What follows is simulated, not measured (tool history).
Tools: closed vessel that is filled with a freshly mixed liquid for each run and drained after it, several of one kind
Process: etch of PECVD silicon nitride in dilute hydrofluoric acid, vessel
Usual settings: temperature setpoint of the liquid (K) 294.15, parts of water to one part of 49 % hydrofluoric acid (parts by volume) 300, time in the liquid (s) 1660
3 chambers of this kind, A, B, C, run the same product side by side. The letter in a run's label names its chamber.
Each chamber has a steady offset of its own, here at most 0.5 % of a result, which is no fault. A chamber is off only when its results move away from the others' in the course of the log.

run,hour,temperature setpoint of the liquid (K),parts of water to one part of 49 % hydrofluoric acid (parts by volume),time in the liquid (s),"read-back film thickness of the PECVD silicon nitride reference wafer, read on the same gauge (nm)",thickness taken off the PECVD silicon nitride on a monitor wafer (Å)
1A,2.7,294.15,300,1660,120.00,80.221
2C,7.0,294.15,300,1660,120.05,78.360
3B,12.2,294.15,300,1660,119.99,79.261
4C,15.9,294.15,300,1660,120.01,79.609
5A,19.2,294.15,300,1660,119.99,79.268
6B,23.9,294.15,300,1660,119.98,78.765
7B,27.4,294.15,300,1660,120.00,79.042
8C,31.8,294.15,300,1660,119.96,79.232
9A,36.7,294.15,300,1660,119.98,79.323
10A,41.8,294.15,300,1660,120.01,79.290
11C,44.6,294.15,300,1660,120.01,79.280
12B,48.0,296.65,300,2090,120.05,116.040
13C,51.8,296.65,300,2090,120.00,117.100
14A,56.9,296.65,300,2090,119.98,117.900
15B,60.8,294.15,300,1660,120.03,79.082
16A,65.3,294.15,300,1660,120.03,78.968
17C,68.6,294.15,300,1660,120.02,80.395
18B,72.7,294.15,300,1660,120.01,79.401
19C,76.9,294.15,300,1660,119.97,80.132
20A,79.8,294.15,300,1660,120.01,79.890
21B,83.6,294.15,300,1660,120.00,78.979
22C,86.0,294.15,300,1660,120.02,80.897
23B,88.7,294.15,300,1660,120.00,78.929
24A,92.2,294.15,345,1660,120.04,69.468
25C,96.9,294.15,345,1660,119.97,70.350
26B,99.5,294.15,345,1660,119.98,69.494
27A,104.3,294.15,300,1660,120.01,79.269
28B,108.2,294.15,300,1660,119.97,79.131
29A,112.9,294.15,300,1660,119.97,79.503
30C,116.4,294.15,300,1660,120.02,81.775

Next, every chamber runs the same settings. What will each give?
31A,120.3,298.15,300,1660,,?
31B,120.3,298.15,300,1660,,?
31C,120.3,298.15,300,1660,,?

run,thickness taken off the PECVD silicon nitride on a monitor wafer (Å)
31A,101.030
31B,101.110
31C,105.320
